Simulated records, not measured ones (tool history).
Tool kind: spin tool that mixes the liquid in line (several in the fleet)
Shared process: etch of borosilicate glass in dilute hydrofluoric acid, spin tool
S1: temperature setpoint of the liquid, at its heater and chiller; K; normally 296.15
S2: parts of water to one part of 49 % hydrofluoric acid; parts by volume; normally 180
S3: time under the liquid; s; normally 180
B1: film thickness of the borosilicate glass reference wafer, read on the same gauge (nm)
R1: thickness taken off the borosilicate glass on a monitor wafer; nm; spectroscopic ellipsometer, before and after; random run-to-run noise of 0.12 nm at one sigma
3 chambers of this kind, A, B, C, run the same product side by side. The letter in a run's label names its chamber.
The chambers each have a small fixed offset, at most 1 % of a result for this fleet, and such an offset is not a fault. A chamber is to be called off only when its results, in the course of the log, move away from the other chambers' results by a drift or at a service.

Run 1B, hour 5.8: usual settings; B1 119.99. Result: R1 20.901 nm.
Run 2C, hour 12: usual settings; B1 120. Result: R1 21.162 nm.
Run 3A, hour 19.8: usual settings; B1 119.98. Result: R1 21.138 nm.
Run 4C, hour 28.5: usual settings; B1 120. Result: R1 21.301 nm.
Run 5B, hour 33.8: usual settings; B1 119.96. Result: R1 20.983 nm.
Run 6A, hour 41.5: usual settings; B1 120.01. Result: R1 21.282 nm.
Run 7C, hour 48.3: usual settings; B1 119.95. Result: R1 20.98 nm.
Run 8A, hour 54.9: usual settings but S1 293.65 K; B1 119.98. Result: R1 19.438 nm.
Run 9B, hour 63.9: usual settings but S1 293.65 K; B1 119.97. Result: R1 18.99 nm.
Run 10A, hour 72.5: usual settings but S1 293.65 K; B1 120.03. Result: R1 19.378 nm.
Run 11B, hour 78.1: usual settings; B1 120.01. Result: R1 21.057 nm.
Run 12C, hour 83.7: usual settings; B1 120.01. Result: R1 21.031 nm.
Run 13A, hour 92.4: usual settings; B1 120.03. Result: R1 21.292 nm.
Run 14C, hour 99: usual settings; B1 120. Result: R1 21.163 nm.
Run 15B, hour 108.4: usual settings; B1 119.99. Result: R1 21.016 nm.
Run 16B, hour 114: usual settings; B1 119.99. Result: R1 21.266 nm.
Run 17C, hour 119.3: usual settings; B1 120.01. Result: R1 21.4 nm.
Run 18A, hour 128.7: usual settings; B1 119.97. Result: R1 21.283 nm.
Run 19B, hour 134: usual settings but S1 299.65 K, S3 135 s; B1 120.01. Result: R1 17.913 nm.
At hour 138.5: chamber A: hydrofluoric acid flow meter replaced.
Run 20C, hour 139.8: usual settings but S1 299.65 K, S3 135 s; B1 120.04. Result: R1 17.98 nm.
Run 21A, hour 147.4: usual settings but S1 299.65 K, S3 135 s; B1 119.98. Result: R1 18.09 nm.
Run 22B, hour 152.7: usual settings; B1 120.04. Result: R1 21.317 nm.
Run 23A, hour 162.5: usual settings; B1 119.98. Result: R1 20.989 nm.
Run 24C, hour 167.2: usual settings; B1 120. Result: R1 21.297 nm.
Run 25C, hour 171.5: usual settings; B1 120. Result: R1 21.036 nm.
Run 26A, hour 179.6: usual settings; B1 120.04. Result: R1 20.91 nm.
Run 27B, hour 183.9: usual settings; B1 119.98. Result: R1 22.029 nm.
Run 28C, hour 193.1: usual settings; B1 120.01. Result: R1 21.257 nm.
Run 29B, hour 200.2: usual settings; B1 119.97. Result: R1 21.881 nm.
Run 30A, hour 208.5: usual settings; B1 119.97. Result: R1 21.088 nm.
Run 31A, hour 214.4: usual settings; B1 120. Result: R1 21.084 nm.
Run 32B, hour 218.9: usual settings; B1 120.03. Result: R1 22.196 nm.
Run 33C, hour 225.5: usual settings; B1 119.98. Result: R1 21.169 nm.
Run 34C, hour 232.2: usual settings; B1 119.99. Result: R1 20.984 nm.
Run 35A, hour 238.5: usual settings; B1 120.02. Result: R1 21.085 nm.
Run 36B, hour 246.1: usual settings; B1 119.99. Result: R1 22.699 nm.
Run 37B, hour 255.5: usual settings; B1 120.01. Result: R1 22.522 nm.

Which is it: a chamber that has drifted or been left off by a service, a gauge drift common to all chambers, or only each chamber's usual small offset? If a chamber is off, name it and its likeliest cause.

Little by little, chamber B moves away from the other chambers.
What lies behind it: liquid hotter than its thermometer reads (K) = 1.96.
The log may not tell that from: hydrofluoric acid flow above the setpoint (%).

Here are 4 candidates for chamber B's next run, each the usual settings with a change, their results left as question marks. Which one brings its results back in line with what the others give on the usual settings?
To be in line, a result may differ from the other chambers' mean on the usual settings by at most: R1 0.43 nm
Run 38B-1, hour 262.5: usual settings but S2 185 parts by volume. Result: R1 ?.
Run 38B-2, hour 262.5: usual settings but S1 294.65 K. Result: R1 ?.
Run 38B-3, hour 262.5: usual settings but S1 296.65 K. Result: R1 ?.
Run 38B-4, hour 262.5: usual settings but S2 175 parts by volume, S3 185 s. Result: R1 ?.

Other chambers, usual settings, mean: R1 21.146 nm
  run      R1
38B-1  21.801
38B-2  21.304
38B-3  22.953
38B-4  23.955
38B-2 is the one that brings the chamber's results back in line with the other chambers.

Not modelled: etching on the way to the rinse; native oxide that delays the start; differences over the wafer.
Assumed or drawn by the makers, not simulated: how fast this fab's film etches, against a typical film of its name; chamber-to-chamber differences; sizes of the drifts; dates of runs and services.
